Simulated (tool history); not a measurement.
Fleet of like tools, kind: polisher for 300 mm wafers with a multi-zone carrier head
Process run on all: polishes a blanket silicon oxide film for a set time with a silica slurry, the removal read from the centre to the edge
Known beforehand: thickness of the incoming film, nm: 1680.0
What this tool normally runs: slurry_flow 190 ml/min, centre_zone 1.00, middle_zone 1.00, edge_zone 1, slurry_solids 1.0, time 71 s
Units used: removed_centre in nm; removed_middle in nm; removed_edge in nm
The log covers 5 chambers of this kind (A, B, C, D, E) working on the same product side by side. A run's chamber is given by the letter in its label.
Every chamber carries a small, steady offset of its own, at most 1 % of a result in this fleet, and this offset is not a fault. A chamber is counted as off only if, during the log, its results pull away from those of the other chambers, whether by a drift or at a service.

| run | hour | slurry_flow | centre_zone | middle_zone | edge_zone | slurry_solids | time | wafers polished on this pad | hours since the slurry nozzle was cleaned | hours since the centre zone pressure was calibrated | hours since the edge zone pressure was calibrated | removed_centre | removed_middle | removed_edge |
|---|---|---|---|---|---|---|---|---|---|---|---|---|---|---|
| 1C | 5.4 | 190 | 1.00 | 1.00 | 1 | 1.0 | 71 | 565 | 369.4 | 316.9 | 300.6 | 269.53 | 269.63 | 267.48 |
| 2B | 9.0 | 190 | 1.00 | 1.00 | 1 | 1.0 | 71 | 899 | 337.3 | 418.7 | 531.4 | 264.15 | 264.80 | 268.84 |
| 3D | 12.4 | 190 | 1.00 | 1.00 | 1 | 1.0 | 71 | 479 | 286.0 | 230.9 | 364.2 | 264.16 | 263.99 | 263.62 |
|  | 14.7 | chamber C: worn pad replaced by a new one |
| 4E | 15.0 | 190 | 1.00 | 1.00 | 1 | 1.0 | 71 | 759 | 43.8 | 479.1 | 274.2 | 263.97 | 262.54 | 263.11 |
|  | 16.2 | chamber B: worn pad replaced by a new one |
|  | 16.4 | chamber A: worn pad replaced by a new one |
| 5A | 20.6 | 190 | 1.00 | 1.00 | 1 | 1.0 | 54 | 29 | 241.9 | 1134.1 | 862.2 | 199.05 | 200.92 | 199.68 |
| 6C | 25.8 | 190 | 1.00 | 1.00 | 1 | 1.0 | 54 | 79 | 389.8 | 337.3 | 321.0 | 202.62 | 203.00 | 203.18 |
| 7E | 31.0 | 190 | 1.00 | 1.00 | 1 | 1.0 | 54 | 872 | 59.8 | 495.1 | 290.2 | 201.33 | 200.09 | 202.64 |
| 8A | 36.6 | 190 | 1.00 | 1.00 | 1 | 1.0 | 54 | 142 | 257.9 | 1150.1 | 878.2 | 201.92 | 200.19 | 201.45 |
|  | 37.4 | chamber B: slurry nozzle cleaned |
| 9D | 39.9 | 190 | 1.00 | 1.00 | 1 | 1.0 | 54 | 673 | 313.5 | 258.4 | 391.7 | 202.43 | 201.12 | 201.03 |
|  | 42.4 | chamber D: worn pad replaced by a new one |
| 10B | 42.8 | 190 | 1.00 | 1.00 | 1 | 1.0 | 71 | 188 | 5.4 | 452.5 | 565.2 | 261.82 | 263.21 | 266.22 |
| 11E | 47.9 | 190 | 1.00 | 1.00 | 1 | 0.7 | 71 | 992 | 76.7 | 512.0 | 307.1 | 225.10 | 220.52 | 222.62 |
| 12B | 51.0 | 190 | 1.00 | 1.00 | 1 | 0.7 | 71 | 246 | 13.6 | 460.7 | 573.4 | 217.42 | 220.97 | 226.40 |
| 13A | 54.1 | 190 | 1.00 | 1.00 | 1 | 0.7 | 71 | 266 | 275.4 | 1167.6 | 895.7 | 224.26 | 219.28 | 217.97 |
| 14D | 58.7 | 190 | 1.00 | 1.00 | 1 | 0.7 | 71 | 115 | 332.3 | 277.2 | 410.5 | 224.65 | 222.68 | 221.29 |
| 15C | 61.3 | 190 | 1.00 | 1.00 | 1 | 0.7 | 71 | 329 | 425.3 | 372.8 | 356.5 | 220.62 | 222.57 | 217.24 |
| 16B | 64.8 | 190 | 1.00 | 1.00 | 1 | 1.0 | 71 | 343 | 27.4 | 474.5 | 587.2 | 267.86 | 259.58 | 270.97 |
| 17E | 70.1 | 190 | 1.00 | 0.92 | 1 | 1.0 | 71 | 1149 | 98.9 | 534.2 | 329.3 | 262.69 | 243.90 | 269.82 |
| 18C | 73.1 | 190 | 1.00 | 0.92 | 1 | 1.0 | 71 | 413 | 437.1 | 384.6 | 368.3 | 268.66 | 251.20 | 264.33 |
| 19D | 78.3 | 190 | 1.00 | 0.92 | 1 | 1.0 | 71 | 253 | 351.9 | 296.8 | 430.1 | 265.25 | 246.61 | 262.88 |
| 20A | 82.8 | 190 | 1.00 | 0.92 | 1 | 1.0 | 71 | 469 | 304.1 | 1196.3 | 924.4 | 263.78 | 241.79 | 264.42 |
| 21B | 88.1 | 190 | 1.00 | 0.92 | 1 | 1.0 | 71 | 508 | 50.7 | 497.8 | 610.5 | 267.33 | 242.32 | 268.28 |
|  | 89.5 | chamber A: centre zone pressure recalibrated |
|  | 90.6 | chamber E: worn pad replaced by a new one |
|  | 92.9 | chamber C: worn pad replaced by a new one |
| 22C | 93.6 | 190 | 1.00 | 1.00 | 1 | 1.0 | 71 | 5 | 457.6 | 405.1 | 388.8 | 262.32 | 265.85 | 262.43 |
| 23D | 98.5 | 190 | 1.00 | 1.00 | 1 | 1.0 | 71 | 396 | 372.1 | 317.0 | 450.3 | 268.51 | 264.37 | 264.36 |
|  | 101.0 | chamber E: centre zone pressure recalibrated |
| 24A | 101.7 | 190 | 1.00 | 1.00 | 1 | 1.0 | 71 | 603 | 323.0 | 12.2 | 943.3 | 262.52 | 262.58 | 265.83 |
| 25E | 106.9 | 190 | 1.00 | 1.00 | 1 | 1.0 | 71 | 115 | 135.7 | 6.0 | 366.1 | 266.70 | 262.19 | 268.90 |
| 26C | 111.8 | 190 | 1.00 | 1.00 | 1 | 1.0 | 71 | 133 | 475.8 | 423.3 | 407.0 | 264.42 | 266.40 | 265.16 |
| 27A | 117.0 | 190 | 1.00 | 1.00 | 1 | 1.0 | 71 | 711 | 338.3 | 27.5 | 958.6 | 267.46 | 262.74 | 262.89 |
| 28D | 120.3 | 190 | 1.00 | 1.00 | 1 | 1.0 | 71 | 550 | 393.9 | 338.8 | 472.1 | 266.67 | 265.76 | 262.62 |
| 29E | 124.7 | 190 | 1.00 | 1.00 | 1 | 1.0 | 71 | 241 | 153.5 | 23.8 | 383.9 | 270.53 | 263.09 | 268.96 |
|  | 124.9 | chamber D: centre zone pressure recalibrated |
| 30B | 129.2 | 190 | 1.00 | 1.00 | 1 | 1.0 | 71 | 798 | 91.8 | 538.9 | 651.6 | 274.65 | 263.43 | 267.53 |
|  | 129.9 | chamber D: worn pad replaced by a new one |
|  | 133.0 | chamber A: worn pad replaced by a new one |
| 31D | 133.2 | 190 | 1.00 | 1.00 | 1 | 1.0 | 58 | 23 | 406.8 | 8.4 | 485.0 | 217.91 | 215.15 | 217.18 |
| 32E | 138.7 | 190 | 1.00 | 1.00 | 1 | 1.0 | 58 | 340 | 167.5 | 37.8 | 397.9 | 215.90 | 213.22 | 211.36 |
| 33C | 141.3 | 190 | 1.00 | 1.00 | 1 | 1.0 | 58 | 342 | 505.3 | 452.8 | 436.5 | 215.99 | 217.91 | 215.07 |
| 34A | 144.9 | 190 | 1.00 | 1.00 | 1 | 1.0 | 58 | 84 | 366.2 | 55.4 | 986.5 | 219.57 | 216.27 | 216.56 |
| 35B | 149.7 | 190 | 1.00 | 1.00 | 1 | 1.0 | 58 | 943 | 112.3 | 559.4 | 672.1 | 231.38 | 214.87 | 214.80 |
| 36A | 152.5 | 190 | 1.00 | 1.00 | 1 | 1.0 | 71 | 138 | 373.8 | 63.0 | 994.1 | 260.32 | 262.67 | 264.66 |
| 37C | 156.3 | 190 | 0.89 | 1.00 | 1 | 1.0 | 71 | 448 | 520.3 | 467.8 | 451.5 | 234.95 | 267.64 | 261.31 |
| 38E | 160.6 | 190 | 0.89 | 1.00 | 1 | 1.0 | 71 | 495 | 189.4 | 59.7 | 419.8 | 234.03 | 257.38 | 268.87 |
| 39D | 163.9 | 190 | 0.89 | 1.00 | 1 | 1.0 | 71 | 240 | 437.5 | 39.1 | 515.7 | 236.03 | 267.17 | 259.80 |

Has any chamber moved away from the others, gradually or after a service, or does the common gauge drift, or do the chambers differ only by their own small steady offsets? State the chamber and the most likely cause if one applies.

Chamber B drifts away from the others.
Most likely cause: centre zone's pressure above its setpoint, % = 7.39.

Chamber B could run next with any of the 4 candidate recipes listed below; each alters the usual settings, and their results appear as question marks. Which one brings its results back in line with what the other chambers deliver on the usual settings?
In line here means within this much of the mean the other chambers give on the usual settings: removed_centre 8.40 nm; removed_middle 6.50 nm; removed_edge 8.70 nm
| 40B-1 | 167.9 | 185 | 0.95 | 1.02 | 1.01 | 1.0 | 70 |  |  |  |  | ? | ? | ? |
| 40B-2 | 167.9 | 190 | 1.01 | 1.00 | 1.00 | 1.0 | 71 |  |  |  |  | ? | ? | ? |
| 40B-3 | 167.9 | 190 | 0.99 | 1.00 | 1.00 | 1.0 | 71 |  |  |  |  | ? | ? | ? |
| 40B-4 | 167.9 | 195 | 1.05 | 0.98 | 0.99 | 1.0 | 72 |  |  |  |  | ? | ? | ? |

Usual-settings mean across the other chambers: removed_centre 265.25 nm; removed_middle 264.44 nm; removed_edge 264.45 nm
| run | removed_centre | removed_middle | removed_edge |
|---|---|---|---|
| 40B-1 | 264.08 | 262.59 | 263.12 |
| 40B-2 | 287.93 | 262.47 | 266.37 |
| 40B-3 | 281.64 | 262.50 | 266.37 |
| 40B-4 | 306.03 | 262.17 | 269.56 |
The right change is 40B-1: it brings the chamber back within the allowed miss of the others.

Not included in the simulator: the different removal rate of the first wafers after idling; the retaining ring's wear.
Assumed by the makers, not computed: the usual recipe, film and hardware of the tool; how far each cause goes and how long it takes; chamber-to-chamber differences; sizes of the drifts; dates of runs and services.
